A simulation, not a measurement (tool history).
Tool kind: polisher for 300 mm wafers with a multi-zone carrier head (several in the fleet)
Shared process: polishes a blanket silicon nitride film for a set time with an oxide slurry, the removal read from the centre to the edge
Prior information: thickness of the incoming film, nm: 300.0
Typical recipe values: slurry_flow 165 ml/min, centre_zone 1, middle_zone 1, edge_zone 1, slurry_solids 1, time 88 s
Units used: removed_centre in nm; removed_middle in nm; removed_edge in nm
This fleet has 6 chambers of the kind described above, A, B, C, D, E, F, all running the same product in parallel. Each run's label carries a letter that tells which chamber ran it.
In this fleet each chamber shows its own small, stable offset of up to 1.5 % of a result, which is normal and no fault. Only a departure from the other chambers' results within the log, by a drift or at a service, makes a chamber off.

run   hour  slurry_flow  centre_zone  middle_zone  edge_zone  slurry_solids  time  removed_centre  removed_middle  removed_edge
       1.5  -- chamber B: centre zone pressure recalibrated
 1A   11.3          165            1            1          1              1    88          27.307          27.441        27.515
      12.3  -- chamber D: worn pad replaced by a new one
 2C   22.5          165            1            1          1              1    88          27.651           27.53         27.87
        28  -- chamber F: slurry nozzle cleaned
      28.2  -- chamber A: worn pad replaced by a new one
 3F   29.6          165            1            1          1              1    88          27.559          27.533        27.767
      35.7  -- chamber D: edge zone pressure recalibrated
      40.6  -- chamber C: slurry nozzle cleaned
 4D   44.6          165            1            1          1              1    88          27.447          27.884        27.754
      52.6  -- chamber A: edge zone pressure recalibrated
 5B     53          165            1            1          1              1    88          27.403          27.328        27.883
 6E   63.3          165            1            1          1              1    88          27.638          27.748         27.37
      75.2  -- chamber F: worn pad replaced by a new one
 7B   75.7          165            1            1          1              1    88          27.829          27.506        27.441
      79.9  -- chamber D: centre zone pressure recalibrated
 8C     86          165            1            1          1            0.9    88          26.623          25.858        26.194
      89.7  -- chamber C: worn pad replaced by a new one
      92.2  -- chamber C: edge zone pressure recalibrated
 9D   93.8          165            1            1          1            0.9    88           26.05          26.362        25.968
10F  103.9          165            1            1          1            0.9    88          26.083          25.939        26.124
     115.3  -- chamber B: slurry nozzle cleaned
11A  116.1          165            1            1          1            0.9    88          25.861          25.939          25.9
     125.6  -- chamber A: worn pad replaced by a new one
12E  126.7          165            1            1          1            0.9    88          26.309          26.014        25.746
     128.7  -- chamber B: worn pad replaced by a new one
13C  136.8          165            1            1          1            0.9    88          26.333          26.281        26.204
14B  147.6          165            1            1          1              1    88          27.353          27.186        27.406
15F    157          165            1            1          1              1    88          27.519          27.154        27.687
16E  172.6          165            1            1          1              1    88          27.479          27.685        26.654
     173.5  -- chamber E: slurry nozzle cleaned
     183.7  -- chamber D: worn pad replaced by a new one
17D  184.6          165            1            1          1              1    88          26.845           27.48        27.571
     187.7  -- chamber C: worn pad replaced by a new one
18A    192          205            1            1          1              1    88          28.635          27.969        28.596
19B  200.3          205            1            1          1              1    88          28.611          28.565        28.089
     203.5  -- chamber F: worn pad replaced by a new one
     204.2  -- chamber A: worn pad replaced by a new one
20F  208.3          205            1            1          1              1    88          28.374          28.313        28.404
21A  223.9          205            1            1          1              1    88          28.426          28.679        28.128
22E    232          205            1            1          1              1    88          27.736          28.446        27.544
     233.6  -- chamber D: slurry nozzle cleaned
     237.5  -- chamber E: centre zone pressure recalibrated
     240.1  -- chamber E: edge zone pressure recalibrated
23C  242.7          205            1            1          1              1    88          28.934          28.724        28.942
24D  250.1          165            1            1          1              1    88          27.358          27.747        27.672
25F  262.4          165            1            1          1              1    88          27.439          27.128        27.757
26E  277.6          165            1            1          1              1    88          26.438          26.764        26.753
27A    287          165            1            1          1              1    88          27.143          27.084        27.165
     287.7  -- chamber F: slurry nozzle cleaned
     291.5  -- chamber B: worn pad replaced by a new one
     297.6  -- chamber A: worn pad replaced by a new one
     298.8  -- chamber C: worn pad replaced by a new one
28C    301          165            1            1          1              1    88          27.689          27.496        27.781
29D  314.4          165            1            1          1              1    88          27.288          27.762        27.849
30B  324.3          165            1            1          1              1    88          27.711          27.511        27.181
31C  334.8          165            1            1          1              1    88          27.426          27.353        27.409
     338.8  -- chamber D: centre zone pressure recalibrated
32D  347.5          165            1            1          1              1    88          27.276          27.628         27.59
       357  -- chamber D: worn pad replaced by a new one
     360.7  -- chamber F: worn pad replaced by a new one
33F  361.2          165            1            1          1              1    88          27.184          26.877         27.39
34A  373.9          165            1            1          1              1    88          27.034          27.438        27.265
35B    385          165            1            1          1              1    88          27.538          27.095        27.928
36E  400.1          165            1            1          1              1    88          25.844           26.34        26.141
37D  412.7          165            1            1          1           1.25   111           37.64           39.05        38.461
38E  427.3          165            1            1          1           1.25   111          35.803          36.066        35.826

Predict what each chamber gives when all 6 of them run the settings below next.
39A  438.9          165         0.96            1          1              1    88               ?               ?             ?
39B  438.9          165         0.96            1          1              1    88               ?               ?             ?
39C  438.9          165         0.96            1          1              1    88               ?               ?             ?
39D  438.9          165         0.96            1          1              1    88               ?               ?             ?
39E  438.9          165         0.96            1          1              1    88               ?               ?             ?
39F  438.9          165         0.96            1          1              1    88               ?               ?             ?

run  removed_centre  removed_middle  removed_edge
39A            25.9          27.599        27.409
39B          26.289          27.033        27.789
39C          26.461          27.152        27.674
39D           26.04          27.683        27.437
39E          24.419          25.732        25.607
39F          26.339          27.188          27.5

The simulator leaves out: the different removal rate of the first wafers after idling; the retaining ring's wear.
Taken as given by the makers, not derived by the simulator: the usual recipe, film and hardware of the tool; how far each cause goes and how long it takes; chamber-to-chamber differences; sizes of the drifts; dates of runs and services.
